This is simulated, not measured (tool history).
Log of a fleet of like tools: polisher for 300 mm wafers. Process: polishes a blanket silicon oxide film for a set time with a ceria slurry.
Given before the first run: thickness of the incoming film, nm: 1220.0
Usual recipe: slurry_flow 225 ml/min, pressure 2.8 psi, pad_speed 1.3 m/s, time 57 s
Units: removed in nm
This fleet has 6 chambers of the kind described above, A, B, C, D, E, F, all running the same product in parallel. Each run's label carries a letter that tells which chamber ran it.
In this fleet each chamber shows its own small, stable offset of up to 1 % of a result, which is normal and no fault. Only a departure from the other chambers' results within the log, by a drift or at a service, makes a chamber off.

run   hour  slurry_flow  pressure  pad_speed  time  wafers polished on this pad  hours since the slurry nozzle was cleaned  hours since the head pressure was calibrated  removed
       5.5  -- chamber E: worn pad replaced by a new one
 1C    7.8          225       2.8        1.3    57                          852                                      141.9                                         244.8   343.82
      12.3  -- chamber A: worn pad replaced by a new one
 2A   15.6          225       2.8        1.3    57                           20                                      248.4                                         459.7   344.53
 3E   21.9          225       2.8        1.3    57                          100                                      385.6                                         549.5      337
      23.4  -- chamber C: worn pad replaced by a new one
      28.7  -- chamber B: worn pad replaced by a new one
 4F     34          225       2.8        1.3    57                          298                                       56.4                                         561.4   344.08
 5D   41.5          225       2.8        1.3    57                          455                                      201.3                                           911   340.05
 6B   53.2          225       2.8        1.3    57                          150                                      754.7                                          1041   343.92
 7B   60.1          225       2.8        1.3    41                          192                                      761.6                                        1047.9   248.58
 8E   69.4          225       2.8        1.3    41                          391                                      433.1                                           597   246.71
 9D   76.7          225       2.8        1.3    41                          670                                      236.5                                         946.2    247.2
      78.4  -- chamber A: head pressure recalibrated
10F     85          225       2.8        1.3    41                          610                                      107.4                                         612.4   250.02
11C   93.2          225       2.8        1.3    41                          427                                      227.3                                         330.2   248.31
      95.6  -- chamber F: worn pad replaced by a new one
12A  100.5          225       2.8        1.3    41                          540                                      333.3                                          22.2   248.72
     104.8  -- chamber D: worn pad replaced by a new one
     107.7  -- chamber A: slurry nozzle cleaned
13B  108.5          225       2.8        1.3    57                          488                                        810                                        1096.3   346.72
14E  117.3          225       2.8        1.3    57                          684                                        481                                         644.9   341.17
       118  -- chamber B: worn pad replaced by a new one
15F  125.4          225       2.8        1.3    57                          182                                      147.8                                         652.8   347.77
16D  135.8          225       2.8        1.3    41                          189                                      295.6                                        1005.3   243.71
     142.3  -- chamber A: worn pad replaced by a new one
17A  144.4          225       2.8        1.3    41                           13                                       36.8                                          66.1   251.23
     149.7  -- chamber B: slurry nozzle cleaned
18C  153.8          225       2.8        1.3    41                          798                                      287.9                                         390.8   247.57
     154.6  -- chamber E: head pressure recalibrated
19D  165.4          225       2.8        1.3    41                          370                                      325.2                                        1034.9   246.65
20E  174.3          225       2.8        1.3    41                         1033                                        538                                          19.7   247.89
21B  184.2          225       2.8        1.3    41                          405                                       34.5                                          1172   248.13
     185.4  -- chamber C: worn pad replaced by a new one
     185.7  -- chamber B: head pressure recalibrated
     186.1  -- chamber C: slurry nozzle cleaned
22F  194.9          225       2.8        1.3    57                          607                                      217.3                                         722.3   344.54
     199.6  -- chamber B: worn pad replaced by a new one
23A  203.8          225       2.8       1.72    64                          376                                       96.2                                         125.5   512.34
     214.4  -- chamber D: slurry nozzle cleaned
24C  215.7          225       2.8       1.72    64                          185                                       29.7                                         452.7   509.43
     216.1  -- chamber F: worn pad replaced by a new one
     220.7  -- chamber E: worn pad replaced by a new one
25E    222          225       2.8       1.72    64                            8                                      585.7                                          67.4   514.94
26B    230          225       2.8       1.72    64                          186                                       80.3                                          44.4   465.76
27C  240.1          225       2.8       1.72    64                          335                                       54.1                                         477.1   516.83
28A  247.9          225       2.8       1.72    64                          646                                      140.3                                         169.6   499.52
     252.5  -- chamber D: worn pad replaced by a new one
29D  254.3          225         2        1.3    47                           11                                       39.9                                        1123.8   200.28
30F  266.1          225         2        1.3    47                          306                                      288.5                                         793.5   204.49
31B  275.4          225         2        1.3    47                          463                                      125.7                                          89.8   185.15
     275.8  -- chamber B: worn pad replaced by a new one
     277.8  -- chamber A: worn pad replaced by a new one
32F  287.2          225         2        1.3    47                          435                                      309.6                                         814.6   205.14
33A  297.4          225         2        1.3    47                          120                                      189.8                                         219.1   202.11
     298.4  -- chamber F: head pressure recalibrated
     302.9  -- chamber F: slurry nozzle cleaned
34C  305.7          225         2        1.3    47                          736                                      119.7                                         542.7   203.64
35D  312.9          225       2.8        1.3    57                          369                                       98.5                                        1182.4   342.95
36E  319.5          225       2.8        1.6    57                          604                                      683.2                                         164.9   419.91
37B  332.1          225       2.8        1.6    57                          344                                      182.4                                         146.5   392.64
38E  338.1          225       2.8        1.6    57                          718                                      701.8                                         183.5    424.3
     350.2  -- chamber C: worn pad replaced by a new one
39D  350.5          225       2.8        1.6    57                          599                                      136.1                                          1220   420.05
     355.5  -- chamber F: worn pad replaced by a new one
40F  357.3          225       2.8        1.6    57                           11                                       54.5                                            59      427
41A    364          225       2.8        1.6    57                          527                                      256.4                                         285.7   424.27
42C    375          225       2.8        1.3    57                          152                                        189                                           612   348.68

Predict what each chamber gives when all 6 of them run the settings below next.
43A  383.9          225       2.8        1.3    57                                                                                                                              ?
43B  383.9          225       2.8        1.3    57                                                                                                                              ?
43C  383.9          225       2.8        1.3    57                                                                                                                              ?
43D  383.9          225       2.8        1.3    57                                                                                                                              ?
43E  383.9          225       2.8        1.3    57                                                                                                                              ?
43F  383.9          225       2.8        1.3    57                                                                                                                              ?

run  removed
43A   341.91
43B   314.85
43C    339.1
43D   340.38
43E   343.48
43F   343.39

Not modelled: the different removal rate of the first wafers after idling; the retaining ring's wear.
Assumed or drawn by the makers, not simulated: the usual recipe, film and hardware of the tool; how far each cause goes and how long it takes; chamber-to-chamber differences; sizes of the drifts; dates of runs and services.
